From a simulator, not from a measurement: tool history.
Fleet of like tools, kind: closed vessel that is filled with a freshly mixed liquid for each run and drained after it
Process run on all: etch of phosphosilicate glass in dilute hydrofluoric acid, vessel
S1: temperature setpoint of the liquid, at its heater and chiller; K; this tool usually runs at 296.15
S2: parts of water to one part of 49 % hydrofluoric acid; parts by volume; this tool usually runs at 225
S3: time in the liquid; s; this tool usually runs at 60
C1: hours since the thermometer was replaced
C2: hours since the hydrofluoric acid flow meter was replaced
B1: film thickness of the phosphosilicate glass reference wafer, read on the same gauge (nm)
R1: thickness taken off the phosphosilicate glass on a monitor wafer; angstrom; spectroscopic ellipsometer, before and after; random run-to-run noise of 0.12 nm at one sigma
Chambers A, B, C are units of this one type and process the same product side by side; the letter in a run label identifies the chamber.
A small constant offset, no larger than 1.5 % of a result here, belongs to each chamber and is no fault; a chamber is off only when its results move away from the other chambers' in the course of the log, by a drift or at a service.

run,hour,S1,S2,S3,C1,C2,B1,R1
1B,8,296.15,225,60,210.3,163.8,90.003,270.92
2A,13.3,296.15,225,60,988.2,472.8,90.002,263.45
3C,23.6,296.15,225,60,1443.4,157.3,89.991,266.78
4B,33.1,296.15,225,60,235.4,188.9,89.986,270.36
5A,40.7,296.15,225,60,1015.6,500.2,89.996,265.06
6C,47.1,296.15,225,60,1466.9,180.8,90.013,267.46
7A,55,296.15,225,60,1029.9,514.5,89.988,264.94
8C,59.6,296.15,225,60,1479.4,193.3,89.998,266.48
9B,67.5,296.15,225,60,269.8,223.3,89.997,272.2
10B,76.3,296.15,225,60,278.6,232.1,89.99,270.41
11A,82.8,296.15,225,60,1057.7,542.3,90.011,266.61
12C,90.6,296.15,225,60,1510.4,224.3,89.984,265.86
13B,99.5,296.15,225,60,301.8,255.3,90.016,271.06
14C,106.1,296.15,225,60,1525.9,239.8,90.003,263.98
15A,112.9,296.15,225,60,1087.8,572.4,89.986,263.69
16C,117.9,296.15,225,60,1537.7,251.6,90.01,262.98
17B,123.3,296.15,225,60,325.6,279.1,90.004,272.04
18A,131.7,296.15,225,60,1106.6,591.2,89.992,264.86
19C,139.3,296.15,225,60,1559.1,273,90.012,264.46
20A,148.5,296.15,225,60,1123.4,608,89.993,265.01
21B,157.2,296.15,225,60,359.5,313,90.004,269.85
22A,163.5,296.15,225,60,1138.4,623,89.99,265.93
23C,168.6,296.15,225,60,1588.4,302.3,90.005,258.96
24B,173.7,296.15,225,60,376,329.5,89.99,272.08
25A,180.2,296.15,225,60,1155.1,639.7,90.008,264.21
26B,186.9,296.15,225,60,389.2,342.7,89.99,271.03
27C,191.8,296.15,225,60,1611.6,325.5,89.99,257.22
28C,201.3,296.15,225,60,1621.1,335,89.993,257.01
29A,207.8,296.15,225,60,1182.7,667.3,90.005,267.01
30B,214.5,296.15,225,60,416.8,370.3,90.001,271.52
31A,222.3,294.15,265,60,1197.2,681.8,90.015,200.63
32C,229.6,294.15,265,60,1649.4,363.3,89.97,194.06
33B,235.8,294.15,265,60,438.1,391.6,90,203.35
34A,242.8,296.15,225,60,1217.7,702.3,90.012,263.59
35C,248.4,296.15,225,60,1668.2,382.1,90.012,250.77
36B,254.3,296.15,305,60,456.6,410.1,90.006,184.37

All 3 chambers run these settings next. Forecast each chamber's results:
37A,261.6,296.15,225,60,,,,?
37B,261.6,296.15,225,60,,,,?
37C,261.6,296.15,225,60,,,,?

run,R1
37A,265.16
37B,269.87
37C,253.31

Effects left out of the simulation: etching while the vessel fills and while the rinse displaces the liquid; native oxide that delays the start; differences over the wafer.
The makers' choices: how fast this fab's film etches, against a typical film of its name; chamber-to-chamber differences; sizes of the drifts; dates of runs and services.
